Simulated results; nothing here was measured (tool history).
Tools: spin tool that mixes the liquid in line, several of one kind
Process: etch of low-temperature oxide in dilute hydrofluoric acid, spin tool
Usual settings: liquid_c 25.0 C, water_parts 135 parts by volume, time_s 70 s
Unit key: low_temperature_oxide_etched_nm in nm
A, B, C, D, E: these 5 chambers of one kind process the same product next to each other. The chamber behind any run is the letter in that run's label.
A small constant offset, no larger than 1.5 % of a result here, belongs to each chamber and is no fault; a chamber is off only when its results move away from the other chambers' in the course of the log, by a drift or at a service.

run	hour	liquid_c	water_parts	time_s	hours since the thermometer was replaced	hours since the hydrofluoric acid flow meter was replaced	read-back film thickness of the low-temperature oxide reference wafer, read on the same gauge (nm)	low_temperature_oxide_etched_nm
1B	8.4	25.0	135	70	428.0	369.7	90.016	18.414
2D	21.3	25.0	135	70	177.7	577.3	89.997	18.169
3C	30.0	25.0	135	70	471.0	747.0	89.964	18.068
4E	41.0	25.0	135	70	406.3	209.9	90.026	18.329
5A	48.8	25.0	135	70	741.8	56.5	89.974	18.208
6C	61.0	25.0	135	70	502.0	778.0	89.968	18.110
7A	70.7	25.0	135	45	763.7	78.4	89.947	11.680
8E	83.4	25.0	135	45	448.7	252.3	90.005	11.780
9D	92.3	25.0	135	45	248.7	648.3	89.974	11.795
10B	102.8	25.0	135	45	522.4	464.1	90.026	11.792
11A	115.2	25.0	135	45	808.2	122.9	90.007	11.456
12B	122.8	25.0	135	70	542.4	484.1	90.005	18.555
13C	129.6	27.5	135	50	570.6	846.6	89.970	14.295
14D	137.9	27.5	135	50	294.3	693.9	89.975	14.211
15E	146.5	27.5	135	50	511.8	315.4	90.032	14.582
16A	154.6	27.5	135	50	847.6	162.3	89.968	14.255
17D	168.6	27.5	135	50	325.0	724.6	89.993	14.325
# hour 169.2: chamber D: hydrofluoric acid flow meter replaced
18C	180.0	25.0	135	110	621.0	897.0	89.992	28.506
19B	194.1	25.0	135	110	613.7	555.4	89.988	29.097
20E	202.2	25.0	135	110	567.5	371.1	89.997	29.210
21C	211.9	25.0	135	110	652.9	928.9	90.032	28.574
22B	223.3	25.0	135	110	642.9	584.6	89.961	28.744
23E	230.0	25.0	135	70	595.3	398.9	89.992	18.686
24D	238.6	25.0	135	70	395.0	69.4	89.999	18.059
25A	250.3	25.0	135	70	943.3	258.0	89.971	18.187
26B	256.5	25.0	135	70	676.1	617.8	90.034	18.382
27E	264.6	25.0	135	70	629.9	433.5	90.027	18.929
28C	277.9	25.0	135	70	718.9	994.9	90.001	18.266
29A	291.5	25.0	135	70	984.5	299.2	90.051	18.172
30D	302.1	25.0	135	70	458.5	132.9	90.035	18.033
31A	309.9	25.0	135	70	1002.9	317.6	89.969	17.958
32E	320.3	25.0	135	70	685.6	489.2	90.047	19.045
33D	328.2	25.0	135	70	484.6	159.0	90.024	18.177
34B	337.8	25.0	160	50	757.4	699.1	90.017	10.782
35C	347.4	25.0	160	50	788.4	1064.4	89.989	10.650
36A	354.8	25.0	160	50	1047.8	362.5	90.024	10.631
37B	364.1	25.0	160	50	783.7	725.4	89.990	10.627
38C	375.3	25.0	160	50	816.3	1092.3	90.003	10.586
39D	381.9	29.5	110	70	538.3	212.7	89.979	27.433
40E	391.4	29.5	110	70	756.7	560.3	90.011	29.333

What goes on in this fleet: one chamber off, a drifting gauge, or nothing beyond the chambers' own small offsets? Name the chamber and the cause, if any.

One chamber, E, drifts off from the rest bit by bit.
Likeliest cause: liquid hotter than its thermometer reads (K) = 1.43.
The log may not tell that from: hydrofluoric acid flow above the setpoint (%).

Which of the 4 candidates below, each the usual settings with something changed and its results left as question marks, puts chamber E back in line with what the other chambers give on the usual settings?
To be in line, a result may differ from the other chambers' mean on the usual settings by at most: low_temperature_oxide_etched_nm 0.430 nm
41E-1	401.5	25.0	135	75				?
41E-2	401.5	25.0	130	75				?
41E-3	401.5	22.0	135	70				?
41E-4	401.5	25.0	135	65				?

Mean of the other chambers on the usual settings: low_temperature_oxide_etched_nm 18.259 nm
run	low_temperature_oxide_etched_nm
41E-1	20.886
41E-2	21.838
41E-3	17.399
41E-4	18.101
With 41E-4, the chamber falls back in line with the rest.
